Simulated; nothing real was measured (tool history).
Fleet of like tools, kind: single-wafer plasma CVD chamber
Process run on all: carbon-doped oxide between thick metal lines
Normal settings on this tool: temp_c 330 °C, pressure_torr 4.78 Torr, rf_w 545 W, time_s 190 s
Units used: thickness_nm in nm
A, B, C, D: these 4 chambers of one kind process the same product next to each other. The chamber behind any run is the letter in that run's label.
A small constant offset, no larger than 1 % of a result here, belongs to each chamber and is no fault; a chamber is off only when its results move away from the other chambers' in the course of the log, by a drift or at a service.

run	hour	temp_c	pressure_torr	rf_w	time_s	hours since the last thermocouple change	hours since the last RF generator calibration	hours since the last manometer calibration	read-back reference wafer on the same gauge, thickness_nm	thickness_nm
1A	9	330	4.78	545	190	724.7	308.4	1441.4	1189.6	1059.1
2D	15.7	330	4.78	545	190	1451.7	1014.6	2242.2	1190.1	1052.8
3C	24.7	330	4.78	545	190	236.7	665.9	76.4	1189.9	1053.1
4B	30.8	330	4.78	545	190	661.9	1509.4	791.7	1189.5	1061.6
5B	35.2	330	4.78	545	190	666.3	1513.8	796.1	1189.8	1069.8
# hour 38.4: chamber D: thermocouple changed; heater temperature recalibrated
6D	43.2	330	4.78	545	190	4.8	1042.1	2269.7	1189.4	1049.2
7A	50.6	330	4.78	545	190	766.3	350	1483	1189.3	1067.6
8C	55.7	330	4.78	545	190	267.7	696.9	107.4	1189.7	1057.6
9D	63.2	330	4.78	545	190	24.8	1062.1	2289.7	1189.3	1052.6
10A	72	330	4.78	545	190	787.7	371.4	1504.4	1189.9	1058.8
11B	79.5	330	4.78	545	190	710.6	1558.1	840.4	1190.2	1070.2
12C	89.1	330	4.78	545	190	301.1	730.3	140.8	1190.4	1055.3
13D	97.6	330	4.78	545	190	59.2	1096.5	2324.1	1190.5	1050.4
14A	101.9	330	4.78	545	190	817.6	401.3	1534.3	1190.6	1061.3
15B	108.8	330	4.78	545	190	739.9	1587.4	869.7	1189.2	1064.5
16C	118.3	330	4.78	545	190	330.3	759.5	170	1189.9	1049.4
17D	126.4	330	4.78	545	190	88	1125.3	2352.9	1190.1	1052.6
18B	132	330	4.78	545	190	763.1	1610.6	892.9	1190.6	1065.1
19A	138.7	330	4.78	545	190	854.4	438.1	1571.1	1188.9	1061.9
20C	144.6	330	4.78	545	190	356.6	785.8	196.3	1189.6	1046.7
21D	149	330	4.21	545	190	110.6	1147.9	2375.5	1190.6	1029.2
22C	155.3	330	4.21	545	190	367.3	796.5	207	1189.7	1025.1
23B	164.4	330	4.21	545	190	795.5	1643	925.3	1188.7	1047
24A	170.9	330	4.21	545	190	886.6	470.3	1603.3	1191.4	1042
25A	178.3	330	4.78	545	190	894	477.7	1610.7	1189.8	1060.4
26C	185.7	330	4.78	600	219	397.7	826.9	237.4	1191	1264.8
27B	190.6	330	4.78	600	219	821.7	1669.2	951.5	1190.9	1303.9
28D	195.7	330	4.78	600	219	157.3	1194.6	2422.2	1189.2	1288.7
29B	205.1	330	4.78	600	219	836.2	1683.7	966	1190.2	1298
# hour 209.4: chamber B: RF generator calibrated
30D	211.1	330	5.59	445	190	172.7	1210	2437.6	1190	944.14
31A	219.6	330	5.59	445	190	935.3	519	1652	1189.9	962.02
32C	227.2	330	5.59	445	190	439.2	868.4	278.9	1190.7	924.03
33A	232.6	330	5.59	445	190	948.3	532	1665	1191.1	960.64
34D	238.8	330	4.78	545	190	200.4	1237.7	2465.3	1189.2	1055.1
35B	245	330	4.78	545	190	876.1	35.7	1005.9	1189.8	1061.3
36C	250.5	330	4.78	545	190	462.5	891.7	302.2	1189.4	1029.6
37C	259.4	330	4.78	545	190	471.4	900.6	311.1	1190.2	1029.7
38A	266.6	330	4.78	545	190	982.3	566	1699	1189.7	1071.7
39B	275.2	330	4.78	545	190	906.3	65.9	1036.1	1190.1	1061.7
40D	284.4	330	4.78	545	190	246	1283.3	2510.9	1191	1053.5
41A	293.5	330	4.78	545	190	1009.2	592.9	1725.9	1190.2	1059.3

Decide between three cases: one chamber stands off from its peers, the gauge reading all wafers drifts, or nothing is wrong past each chamber's small offset. Where a chamber is off, say which and what most likely put it there.

It is chamber C that slowly wanders off from its peers.
What lies behind it: delivered RF power below the setpoint (%) = 5.25.

Below are 4 candidate recipes for chamber C's next run, each the usual settings with a change, their results shown as question marks. Which of them brings C's results back in line with what the other chambers give on the usual settings?
Allowed miss from the other chambers' usual-settings mean, per result, to count as in line: thickness_nm 14 nm
42C-1	300.4	330	4.78	545	183					?
42C-2	300.4	330	4.78	540	188					?
42C-3	300.4	330	4.78	555	195					?
42C-4	300.4	330	4.79	545	192					?

The mean the other chambers reach with the usual settings: thickness_nm 1060.2 nm
run	thickness_nm
42C-1	984.27
42C-2	1005.3
42C-3	1060.5
42C-4	1032.9
42C-3 brings the chamber back in line.
